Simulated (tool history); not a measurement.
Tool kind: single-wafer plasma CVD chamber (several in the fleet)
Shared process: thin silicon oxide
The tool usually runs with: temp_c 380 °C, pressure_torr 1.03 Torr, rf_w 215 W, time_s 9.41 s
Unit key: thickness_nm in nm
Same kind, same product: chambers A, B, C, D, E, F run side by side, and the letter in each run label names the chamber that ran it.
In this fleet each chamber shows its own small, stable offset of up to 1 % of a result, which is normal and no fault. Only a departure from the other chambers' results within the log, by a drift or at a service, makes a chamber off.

run,day,temp_c,pressure_torr,rf_w,time_s,"read-back reference wafer on the same gauge, thickness_nm",thickness_nm
1E,0.308,380,1.03,215,9.41,15.204,18.706
2A,0.871,380,1.03,215,9.41,15.199,18.451
3C,1.450,380,1.03,215,9.41,15.192,18.372
4D,1.992,380,1.03,215,9.41,15.194,18.458
5F,2.512,380,1.03,215,9.41,15.191,18.472
6B,2.804,380,1.03,215,9.41,15.189,18.540
7F,3.429,380,1.03,215,9.41,15.185,18.469
8A,3.796,380,1.03,215,9.41,15.183,18.449
9B,4.142,380,1.03,215,9.41,15.184,18.518
10E,4.454,380,1.03,215,9.41,15.185,18.647
11D,4.871,380,1.03,215,9.41,15.178,18.474
# day 5.050: chamber F: capacitance manometer re-zeroed and calibrated
12C,5.288,380,1.03,215,9.41,15.181,18.351
13F,5.654,380,1.03,215,9.41,15.183,18.485
14D,6.104,380,1.03,215,9.41,15.179,18.507
15B,6.579,380,1.03,215,9.41,15.178,18.559
16E,6.883,380,1.03,215,9.41,15.178,18.618
17C,7.242,380,1.03,215,9.41,15.173,18.337
18A,7.800,380,1.03,215,9.41,15.175,18.440
19F,8.338,380,1.03,215,9.41,15.171,18.462
# day 8.458: chamber A: thermocouple changed; heater temperature recalibrated
20B,8.788,380,1.03,215,9.41,15.173,18.509
21E,9.225,380,1.03,215,9.41,15.167,18.626
22A,9.738,380,1.03,175,10.98,15.166,19.367
23D,10.350,380,1.03,175,10.98,15.165,19.424
24C,10.721,380,1.03,175,10.98,15.165,19.330
25E,11.208,380,1.03,175,10.98,15.163,19.580
# day 11.371: chamber A: capacitance manometer re-zeroed and calibrated
26D,11.683,380,1.03,175,10.98,15.162,19.401
27F,12.279,380,1.03,175,10.98,15.159,19.482
28B,12.717,380,1.03,215,9.41,15.153,18.482
29A,13.042,380,1.03,215,9.41,15.157,18.442
30C,13.500,380,1.03,215,9.41,15.156,18.343
# day 14.029: chamber E: RF generator calibrated
31B,14.029,385,1.03,215,11.04,15.152,21.649
32F,14.383,385,1.03,215,11.04,15.154,21.565
33A,15.004,385,1.03,215,11.04,15.148,21.503
34C,15.471,385,1.03,215,11.04,15.147,21.432
35D,16.046,385,1.03,215,11.04,15.147,21.521
36E,16.612,385,1.03,215,11.04,15.142,21.768
37F,16.904,380,1.03,215,9.41,15.141,18.379
38A,17.388,380,1.03,215,9.41,15.141,18.379
39E,17.812,380,1.03,215,9.41,15.141,18.621
40D,18.154,380,1.03,215,9.41,15.140,18.405
41B,18.504,380,1.03,215,9.41,15.139,18.506
42C,18.929,380,1.03,215,9.41,15.135,18.262
43B,19.450,380,1.03,215,9.41,15.135,18.453
44C,19.858,380,1.03,215,9.41,15.129,18.318

Next, every chamber runs the same settings. What will each give?
45A,20.317,380,1.03,215,9.41,,?
45B,20.317,380,1.03,215,9.41,,?
45C,20.317,380,1.03,215,9.41,,?
45D,20.317,380,1.03,215,9.41,,?
45E,20.317,380,1.03,215,9.41,,?
45F,20.317,380,1.03,215,9.41,,?

run,thickness_nm
45A,18.411
45B,18.448
45C,18.323
45D,18.383
45E,18.574
45F,18.400
